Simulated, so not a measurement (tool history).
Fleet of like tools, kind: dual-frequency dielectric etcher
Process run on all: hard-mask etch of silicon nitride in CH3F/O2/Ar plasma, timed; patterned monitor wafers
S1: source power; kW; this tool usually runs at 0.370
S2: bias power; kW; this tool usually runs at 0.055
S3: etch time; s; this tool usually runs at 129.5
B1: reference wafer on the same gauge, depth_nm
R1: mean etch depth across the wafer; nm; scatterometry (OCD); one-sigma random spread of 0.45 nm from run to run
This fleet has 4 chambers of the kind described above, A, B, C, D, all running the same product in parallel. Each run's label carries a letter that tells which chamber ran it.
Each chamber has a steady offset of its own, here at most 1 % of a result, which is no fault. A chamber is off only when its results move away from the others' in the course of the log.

run 1C hour=7.1 | S1=0.370 S2=0.055 S3=129.5 | B1=86.108 | R1=80.312
run 2B hour=12.6 | S1=0.370 S2=0.055 S3=129.5 | B1=86.092 | R1=80.264
run 3D hour=19.4 | S1=0.370 S2=0.055 S3=129.5 | B1=86.099 | R1=79.968
run 4A hour=26.0 | S1=0.370 S2=0.055 S3=129.5 | B1=86.166 | R1=80.064
run 5A hour=32.4 | S1=0.370 S2=0.049 S3=159.0 | B1=85.953 | R1=94.972
run 6C hour=39.6 | S1=0.370 S2=0.049 S3=159.0 | B1=86.148 | R1=95.185
run 7D hour=44.4 | S1=0.370 S2=0.049 S3=159.0 | B1=86.065 | R1=94.963
run 8B hour=54.5 | S1=0.370 S2=0.049 S3=159.0 | B1=85.991 | R1=95.243
run 9D hour=63.8 | S1=0.370 S2=0.055 S3=129.5 | B1=86.104 | R1=79.448
run 10C hour=68.3 | S1=0.370 S2=0.055 S3=129.5 | B1=85.920 | R1=80.574
run 11A hour=76.2 | S1=0.300 S2=0.055 S3=155.5 | B1=86.016 | R1=88.588
run 12B hour=80.6 | S1=0.300 S2=0.055 S3=155.5 | B1=86.151 | R1=89.515
run 13B hour=85.8 | S1=0.300 S2=0.055 S3=155.5 | B1=86.138 | R1=89.426
run 14A hour=92.2 | S1=0.300 S2=0.055 S3=155.5 | B1=86.095 | R1=87.556
-- hour=93.4 chamber A: source power generator calibrated
run 15C hour=97.5 | S1=0.370 S2=0.055 S3=129.5 | B1=86.124 | R1=80.472
run 16D hour=105.9 | S1=0.370 S2=0.055 S3=129.5 | B1=86.028 | R1=80.440
run 17D hour=114.2 | S1=0.310 S2=0.055 S3=109.0 | B1=86.029 | R1=62.804
run 18A hour=119.9 | S1=0.310 S2=0.055 S3=109.0 | B1=86.177 | R1=62.739
run 19C hour=125.6 | S1=0.310 S2=0.055 S3=109.0 | B1=86.112 | R1=62.854
-- hour=131.7 chamber A: wet clean of the chamber
run 20B hour=133.1 | S1=0.310 S2=0.055 S3=109.0 | B1=86.174 | R1=63.237
run 21A hour=137.6 | S1=0.370 S2=0.055 S3=129.5 | B1=86.097 | R1=80.321
run 22C hour=143.2 | S1=0.370 S2=0.055 S3=129.5 | B1=86.170 | R1=80.629
run 23B hour=148.9 | S1=0.410 S2=0.055 S3=106.5 | B1=86.147 | R1=68.989
-- hour=156.5 chamber D: wet clean of the chamber
run 24D hour=158.6 | S1=0.410 S2=0.055 S3=106.5 | B1=86.152 | R1=69.518
run 25C hour=163.1 | S1=0.410 S2=0.055 S3=106.5 | B1=86.114 | R1=69.038
run 26B hour=169.9 | S1=0.410 S2=0.055 S3=106.5 | B1=86.208 | R1=69.038
run 27A hour=174.9 | S1=0.370 S2=0.055 S3=129.5 | B1=86.102 | R1=79.803
run 28D hour=184.3 | S1=0.370 S2=0.055 S3=129.5 | B1=86.144 | R1=79.993
run 29D hour=193.7 | S1=0.370 S2=0.055 S3=129.5 | B1=86.256 | R1=80.820
-- hour=194.7 chamber C: wet clean of the chamber
run 30A hour=198.2 | S1=0.370 S2=0.055 S3=129.5 | B1=86.073 | R1=80.011
-- hour=200.1 chamber B: wet clean of the chamber
run 31C hour=203.3 | S1=0.370 S2=0.066 S3=129.5 | B1=86.041 | R1=85.661
run 32B hour=210.1 | S1=0.370 S2=0.066 S3=129.5 | B1=86.037 | R1=85.545
run 33D hour=218.5 | S1=0.370 S2=0.066 S3=129.5 | B1=86.030 | R1=85.068
run 34A hour=223.1 | S1=0.370 S2=0.066 S3=129.5 | B1=86.032 | R1=85.168
run 35C hour=229.2 | S1=0.370 S2=0.055 S3=129.5 | B1=86.059 | R1=80.324
run 36B hour=235.8 | S1=0.370 S2=0.055 S3=129.5 | B1=86.122 | R1=81.421

Next, every chamber runs the same settings. What will each give?
run 37A hour=243.0 | S1=0.370 S2=0.055 S3=129.5 | R1=?
run 37B hour=243.0 | S1=0.370 S2=0.055 S3=129.5 | R1=?
run 37C hour=243.0 | S1=0.370 S2=0.055 S3=129.5 | R1=?
run 37D hour=243.0 | S1=0.370 S2=0.055 S3=129.5 | R1=?

run=37A R1=79.515
run=37B R1=80.473
run=37C R1=80.887
run=37D R1=80.370
